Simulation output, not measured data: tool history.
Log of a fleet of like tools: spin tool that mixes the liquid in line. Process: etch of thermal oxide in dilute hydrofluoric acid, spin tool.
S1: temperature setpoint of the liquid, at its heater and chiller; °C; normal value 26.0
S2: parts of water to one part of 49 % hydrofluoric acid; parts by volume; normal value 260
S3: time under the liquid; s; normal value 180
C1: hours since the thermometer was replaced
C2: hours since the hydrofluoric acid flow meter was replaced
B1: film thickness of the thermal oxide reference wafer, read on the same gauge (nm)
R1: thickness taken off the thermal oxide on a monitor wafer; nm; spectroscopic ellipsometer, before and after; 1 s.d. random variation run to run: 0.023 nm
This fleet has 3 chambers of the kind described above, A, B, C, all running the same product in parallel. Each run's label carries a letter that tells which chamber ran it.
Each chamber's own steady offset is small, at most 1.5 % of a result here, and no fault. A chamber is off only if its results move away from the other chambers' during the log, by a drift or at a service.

run   hour    S1   S2   S3      C1      C2      B1      R1
 1A    5.8  26.0  260  180   701.2   513.9  89.996  2.8506
 2C   11.6  26.0  260  180   277.4   973.0  90.006  2.7796
 3B   19.4  26.0  260  180  1256.4   417.5  89.999  2.8369
 4B   26.4  26.0  260  180  1263.4   424.5  89.978  2.7980
 5C   31.0  26.0  260  180   296.8   992.4  90.007  2.8116
 6A   36.1  26.0  260  180   731.5   544.2  90.023  2.8606
 7C   39.7  26.0  165  285   305.5  1001.1  89.989  7.9349
 8B   44.4  26.0  165  285  1281.4   442.5  89.999  7.9460
 9A   49.7  26.0  165  285   745.1   557.8  89.993  7.7862
10C   57.4  26.0  260  180   323.2  1018.8  89.974  2.8027
11A   62.1  26.0  260  180   757.5   570.2  89.995  2.7794
12B   66.4  26.0  260  180  1303.4   464.5  89.998  2.7985
13A   70.5  26.0  260  180   765.9   578.6  90.021  2.7947
14B   75.7  26.0  260  180  1312.7   473.8  89.996  2.7951
15C   81.0  26.0  260  180   346.8  1042.4  90.023  2.7960
16A   88.4  26.0  260  180   783.8   596.5  90.000  2.6974
17C   93.6  26.0  260  180   359.4  1055.0  90.000  2.7917
18B   99.4  26.0  260  180  1336.4   497.5  89.993  2.8196
19C  106.4  26.0  260  180   372.2  1067.8  90.006  2.8240
20A  111.4  26.0  260  180   806.8   619.5  89.985  2.7259
21B  118.0  26.0  260  180  1355.0   516.1  90.006  2.8075
22B  121.8  26.0  260  180  1358.8   519.9  90.005  2.8611
23C  126.6  26.0  260  180   392.4  1088.0  89.979  2.8099
24A  130.7  26.0  260  180   826.1   638.8  90.013  2.6940
25B  138.3  26.0  260  180  1375.3   536.4  90.017  2.8320
26A  145.4  26.0  260  180   840.8   653.5  89.977  2.6608
27C  150.9  26.0  260  180   416.7  1112.3  89.981  2.8205
28A  155.5  26.0  260  180   850.9   663.6  89.988  2.5865
29B  160.0  26.0  260  180  1397.0   558.1  90.017  2.8559
30C  165.4  23.5  175  180   431.2  1126.8  89.974  4.1078
31A  172.2  23.5  175  180   867.6   680.3  89.981  3.8814
32C  180.0  23.5  175  180   445.8  1141.4  89.991  4.1716
33B  185.2  26.0  260  180  1422.2   583.3  89.990  2.8036

All 3 chambers run these settings next. Forecast each chamber's results:
34A  190.9  26.0  260  180               ?
34B  190.9  26.0  260  180               ?
34C  190.9  26.0  260  180               ?

run      R1
34A  2.5526
34B  2.7865
34C  2.7357

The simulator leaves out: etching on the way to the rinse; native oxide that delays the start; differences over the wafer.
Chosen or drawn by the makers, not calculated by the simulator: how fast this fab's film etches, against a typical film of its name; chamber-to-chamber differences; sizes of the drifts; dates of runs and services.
